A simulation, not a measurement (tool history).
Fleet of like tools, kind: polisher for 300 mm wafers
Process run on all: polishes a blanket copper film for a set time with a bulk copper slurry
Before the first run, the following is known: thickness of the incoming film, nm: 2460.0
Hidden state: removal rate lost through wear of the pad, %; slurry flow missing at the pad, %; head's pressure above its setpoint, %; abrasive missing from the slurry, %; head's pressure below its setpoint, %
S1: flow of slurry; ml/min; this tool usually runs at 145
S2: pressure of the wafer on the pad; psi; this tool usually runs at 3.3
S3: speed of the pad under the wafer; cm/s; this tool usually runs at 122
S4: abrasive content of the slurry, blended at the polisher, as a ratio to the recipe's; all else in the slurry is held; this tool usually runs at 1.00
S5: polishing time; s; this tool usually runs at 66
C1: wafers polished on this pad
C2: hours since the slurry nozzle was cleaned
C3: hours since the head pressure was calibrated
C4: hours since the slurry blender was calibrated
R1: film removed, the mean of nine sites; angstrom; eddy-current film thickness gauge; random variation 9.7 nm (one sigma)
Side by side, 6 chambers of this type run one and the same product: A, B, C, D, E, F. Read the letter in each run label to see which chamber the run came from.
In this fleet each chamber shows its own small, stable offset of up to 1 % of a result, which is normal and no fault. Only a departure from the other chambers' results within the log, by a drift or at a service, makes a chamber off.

{"hour": 2.1, "done": "chamber E: worn pad replaced by a new one"}
{"run": "1A", "hour": 8.4, "S1": 145, "S2": 3.3, "S3": 122, "S4": 1.0, "S5": 66, "C1": 243, "C2": 378.7, "C3": 301.9, "C4": 254.7, "R1": 9497.1}
{"hour": 12.4, "done": "chamber D: worn pad replaced by a new one"}
{"run": "2E", "hour": 15.0, "S1": 145, "S2": 3.3, "S3": 122, "S4": 1.0, "S5": 66, "C1": 200, "C2": 245.1, "C3": 961.2, "C4": 280.4, "R1": 9268.4}
{"hour": 16.1, "done": "chamber F: slurry blender recalibrated"}
{"run": "3C", "hour": 25.0, "S1": 145, "S2": 3.3, "S3": 122, "S4": 1.0, "S5": 66, "C1": 935, "C2": 212.1, "C3": 114.1, "C4": 113.9, "R1": 9643.2}
{"run": "4B", "hour": 30.4, "S1": 145, "S2": 3.3, "S3": 122, "S4": 1.0, "S5": 66, "C1": 572, "C2": 362.7, "C3": 234.2, "C4": 406.7, "R1": 9650.2}
{"run": "5F", "hour": 35.5, "S1": 145, "S2": 3.3, "S3": 122, "S4": 1.0, "S5": 66, "C1": 811, "C2": 319.5, "C3": 367.2, "C4": 19.5, "R1": 9453.8}
{"run": "6D", "hour": 40.9, "S1": 145, "S2": 3.3, "S3": 122, "S4": 1.0, "S5": 66, "C1": 442, "C2": 479.6, "C3": 606.1, "C4": 394.1, "R1": 9394.5}
{"run": "7B", "hour": 51.0, "S1": 145, "S2": 3.3, "S3": 122, "S4": 1.0, "S5": 66, "C1": 891, "C2": 383.3, "C3": 254.8, "C4": 427.3, "R1": 9594.9}
{"hour": 55.0, "done": "chamber E: slurry nozzle cleaned"}
{"hour": 56.1, "done": "chamber A: worn pad replaced by a new one"}
{"run": "8E", "hour": 59.6, "S1": 145, "S2": 3.3, "S3": 122, "S4": 1.0, "S5": 66, "C1": 891, "C2": 4.7, "C3": 1005.8, "C4": 325.0, "R1": 9486.9}
{"hour": 60.5, "done": "chamber B: slurry nozzle cleaned"}
{"hour": 66.6, "done": "chamber B: worn pad replaced by a new one"}
{"hour": 69.8, "done": "chamber E: worn pad replaced by a new one"}
{"run": "9D", "hour": 70.0, "S1": 145, "S2": 3.3, "S3": 122, "S4": 1.0, "S5": 66, "C1": 893, "C2": 508.7, "C3": 635.2, "C4": 423.2, "R1": 9519.5}
{"hour": 72.8, "done": "chamber F: worn pad replaced by a new one"}
{"hour": 75.2, "done": "chamber D: head pressure recalibrated"}
{"hour": 77.0, "done": "chamber D: worn pad replaced by a new one"}
{"run": "10F", "hour": 80.5, "S1": 145, "S2": 3.3, "S3": 122, "S4": 1.0, "S5": 66, "C1": 120, "C2": 364.5, "C3": 412.2, "C4": 64.5, "R1": 9302.3}
{"run": "11A", "hour": 89.2, "S1": 145, "S2": 3.3, "S3": 122, "S4": 1.0, "S5": 66, "C1": 513, "C2": 459.5, "C3": 382.7, "C4": 335.5, "R1": 9595.5}
{"run": "12C", "hour": 94.4, "S1": 145, "S2": 3.3, "S3": 122, "S4": 1.0, "S5": 66, "C1": 2010, "C2": 281.5, "C3": 183.5, "C4": 183.3, "R1": 9482.6}
{"hour": 97.0, "done": "chamber D: slurry nozzle cleaned"}
{"run": "13F", "hour": 102.9, "S1": 145, "S2": 3.3, "S3": 122, "S4": 1.0, "S5": 66, "C1": 466, "C2": 386.9, "C3": 434.6, "C4": 86.9, "R1": 9431.6}
{"run": "14D", "hour": 108.9, "S1": 145, "S2": 3.3, "S3": 122, "S4": 1.0, "S5": 66, "C1": 495, "C2": 11.9, "C3": 33.8, "C4": 462.1, "R1": 9498.8}
{"run": "15E", "hour": 115.5, "S1": 145, "S2": 3.3, "S3": 94, "S4": 1.0, "S5": 66, "C1": 708, "C2": 60.6, "C3": 1061.7, "C4": 380.9, "R1": 7389.4}
{"hour": 120.7, "done": "chamber F: slurry nozzle cleaned"}
{"hour": 122.9, "done": "chamber B: slurry blender recalibrated"}
{"run": "16C", "hour": 126.7, "S1": 145, "S2": 3.3, "S3": 94, "S4": 1.0, "S5": 66, "C1": 2510, "C2": 313.8, "C3": 215.8, "C4": 215.6, "R1": 7390.1}
{"hour": 129.7, "done": "chamber A: worn pad replaced by a new one"}
{"hour": 129.7, "done": "chamber D: slurry blender recalibrated"}
{"hour": 133.6, "done": "chamber B: worn pad replaced by a new one"}
{"run": "17A", "hour": 135.1, "S1": 145, "S2": 3.3, "S3": 94, "S4": 1.0, "S5": 66, "C1": 84, "C2": 505.4, "C3": 428.6, "C4": 381.4, "R1": 7346.2}
{"hour": 137.5, "done": "chamber E: worn pad replaced by a new one"}
{"run": "18B", "hour": 143.0, "S1": 145, "S2": 3.3, "S3": 94, "S4": 1.0, "S5": 66, "C1": 145, "C2": 82.6, "C3": 346.8, "C4": 20.1, "R1": 7413.7}
{"hour": 144.4, "done": "chamber A: slurry blender recalibrated"}
{"hour": 149.4, "done": "chamber D: worn pad replaced by a new one"}
{"run": "19C", "hour": 152.1, "S1": 145, "S2": 3.3, "S3": 94, "S4": 1.0, "S5": 66, "C1": 2904, "C2": 339.2, "C3": 241.2, "C4": 241.0, "R1": 7443.8}
{"run": "20E", "hour": 158.1, "S1": 145, "S2": 3.3, "S3": 94, "S4": 1.0, "S5": 66, "C1": 320, "C2": 103.2, "C3": 1104.3, "C4": 423.5, "R1": 7285.3}
{"hour": 162.0, "done": "chamber C: slurry blender recalibrated"}
{"run": "21B", "hour": 167.7, "S1": 145, "S2": 3.3, "S3": 122, "S4": 1.0, "S5": 66, "C1": 528, "C2": 107.3, "C3": 371.5, "C4": 44.8, "R1": 9549.7}
{"hour": 170.6, "done": "chamber F: worn pad replaced by a new one"}
{"run": "22A", "hour": 176.6, "S1": 145, "S2": 3.3, "S3": 122, "S4": 1.0, "S5": 66, "C1": 727, "C2": 546.9, "C3": 470.1, "C4": 32.2, "R1": 9548.3}
{"run": "23D", "hour": 184.1, "S1": 145, "S2": 3.3, "S3": 122, "S4": 1.0, "S5": 66, "C1": 537, "C2": 87.1, "C3": 109.0, "C4": 54.4, "R1": 9440.6}
{"run": "24F", "hour": 190.3, "S1": 145, "S2": 3.3, "S3": 122, "S4": 1.0, "S5": 66, "C1": 305, "C2": 69.7, "C3": 522.0, "C4": 174.3, "R1": 9417.7}
{"hour": 200.9, "done": "chamber E: slurry blender recalibrated"}
{"run": "25E", "hour": 201.1, "S1": 145, "S2": 2.8, "S3": 122, "S4": 1.0, "S5": 44, "C1": 986, "C2": 146.2, "C3": 1147.3, "C4": 0.2, "R1": 5335.0}
{"hour": 206.4, "done": "chamber B: worn pad replaced by a new one"}
{"hour": 208.6, "done": "chamber A: worn pad replaced by a new one"}
{"run": "26D", "hour": 210.1, "S1": 145, "S2": 2.8, "S3": 122, "S4": 1.0, "S5": 44, "C1": 940, "C2": 113.1, "C3": 135.0, "C4": 80.4, "R1": 5450.8}
{"hour": 215.4, "done": "chamber D: worn pad replaced by a new one"}
{"hour": 217.4, "done": "chamber E: worn pad replaced by a new one"}
{"run": "27A", "hour": 218.9, "S1": 145, "S2": 2.8, "S3": 122, "S4": 1.0, "S5": 44, "C1": 159, "C2": 589.2, "C3": 512.4, "C4": 74.5, "R1": 5357.7}
{"run": "28B", "hour": 230.2, "S1": 145, "S2": 2.8, "S3": 122, "S4": 1.0, "S5": 44, "C1": 369, "C2": 169.8, "C3": 434.0, "C4": 107.3, "R1": 5438.4}
{"run": "29F", "hour": 235.3, "S1": 145, "S2": 2.8, "S3": 122, "S4": 1.0, "S5": 44, "C1": 1002, "C2": 114.7, "C3": 567.0, "C4": 219.3, "R1": 5381.7}
{"run": "30C", "hour": 241.7, "S1": 145, "S2": 2.8, "S3": 122, "S4": 1.0, "S5": 44, "C1": 4292, "C2": 428.8, "C3": 330.8, "C4": 79.8, "R1": 5270.1}
{"run": "31C", "hour": 248.5, "S1": 145, "S2": 3.3, "S3": 122, "S4": 1.0, "S5": 66, "C1": 4397, "C2": 435.6, "C3": 337.6, "C4": 86.6, "R1": 9270.4}
{"run": "32F", "hour": 256.5, "S1": 145, "S2": 3.3, "S3": 122, "S4": 1.0, "S5": 66, "C1": 1330, "C2": 135.9, "C3": 588.2, "C4": 240.5, "R1": 9496.7}
{"run": "33A", "hour": 264.1, "S1": 145, "S2": 3.3, "S3": 122, "S4": 1.0, "S5": 66, "C1": 859, "C2": 634.4, "C3": 557.6, "C4": 119.7, "R1": 9520.1}
{"hour": 265.9, "done": "chamber F: worn pad replaced by a new one"}
{"run": "34B", "hour": 270.2, "S1": 145, "S2": 3.3, "S3": 122, "S4": 1.0, "S5": 83, "C1": 988, "C2": 209.8, "C3": 474.0, "C4": 147.3, "R1": 11880.0}
{"run": "35D", "hour": 276.6, "S1": 145, "S2": 3.3, "S3": 122, "S4": 1.0, "S5": 83, "C1": 948, "C2": 179.6, "C3": 201.5, "C4": 146.9, "R1": 12031.0}
{"run": "36E", "hour": 283.4, "S1": 145, "S2": 3.3, "S3": 122, "S4": 1.0, "S5": 83, "C1": 1022, "C2": 228.5, "C3": 1229.6, "C4": 82.5, "R1": 11801.0}
{"hour": 284.1, "done": "chamber D: worn pad replaced by a new one"}
{"hour": 288.4, "done": "chamber A: worn pad replaced by a new one"}
{"hour": 290.6, "done": "chamber B: worn pad replaced by a new one"}
{"hour": 292.9, "done": "chamber E: worn pad replaced by a new one"}
{"run": "37F", "hour": 293.9, "S1": 145, "S2": 3.3, "S3": 122, "S4": 1.0, "S5": 83, "C1": 435, "C2": 173.3, "C3": 625.6, "C4": 277.9, "R1": 11963.0}
{"run": "38B", "hour": 303.4, "S1": 145, "S2": 3.3, "S3": 122, "S4": 1.0, "S5": 83, "C1": 199, "C2": 243.0, "C3": 507.2, "C4": 180.5, "R1": 11919.0}
{"hour": 304.2, "done": "chamber E: slurry nozzle cleaned"}
{"run": "39D", "hour": 314.4, "S1": 145, "S2": 3.3, "S3": 122, "S4": 1.0, "S5": 83, "C1": 470, "C2": 217.4, "C3": 239.3, "C4": 184.7, "R1": 11981.0}
{"run": "40A", "hour": 322.0, "S1": 145, "S2": 3.3, "S3": 122, "S4": 0.75, "S5": 66, "C1": 520, "C2": 692.3, "C3": 615.5, "C4": 177.6, "R1": 9080.8}
{"run": "41E", "hour": 326.9, "S1": 145, "S2": 3.3, "S3": 122, "S4": 0.75, "S5": 66, "C1": 527, "C2": 22.7, "C3": 1273.1, "C4": 126.0, "R1": 8971.0}
{"run": "42C", "hour": 333.3, "S1": 145, "S2": 3.3, "S3": 122, "S4": 0.75, "S5": 66, "C1": 5710, "C2": 520.4, "C3": 422.4, "C4": 171.4, "R1": 8536.4}
{"run": "43B", "hour": 344.6, "S1": 145, "S2": 3.3, "S3": 122, "S4": 0.75, "S5": 66, "C1": 837, "C2": 284.2, "C3": 548.4, "C4": 221.7, "R1": 8976.6}
{"run": "44E", "hour": 350.0, "S1": 145, "S2": 3.3, "S3": 122, "S4": 0.75, "S5": 66, "C1": 885, "C2": 45.8, "C3": 1296.2, "C4": 149.1, "R1": 8709.7}

Next, every chamber runs the same settings. What will each give?
{"run": "45A", "hour": 358.1, "S1": 145, "S2": 3.3, "S3": 122, "S4": 1.0, "S5": 66, "R1": "?"}
{"run": "45B", "hour": 358.1, "S1": 145, "S2": 3.3, "S3": 122, "S4": 1.0, "S5": 66, "R1": "?"}
{"run": "45C", "hour": 358.1, "S1": 145, "S2": 3.3, "S3": 122, "S4": 1.0, "S5": 66, "R1": "?"}
{"run": "45D", "hour": 358.1, "S1": 145, "S2": 3.3, "S3": 122, "S4": 1.0, "S5": 66, "R1": "?"}
{"run": "45E", "hour": 358.1, "S1": 145, "S2": 3.3, "S3": 122, "S4": 1.0, "S5": 66, "R1": "?"}
{"run": "45F", "hour": 358.1, "S1": 145, "S2": 3.3, "S3": 122, "S4": 1.0, "S5": 66, "R1": "?"}

run=45A R1=9430.6
run=45B R1=9489.3
run=45C R1=8990.1
run=45D R1=9486.9
run=45E R1=9565.4
run=45F R1=9543.8
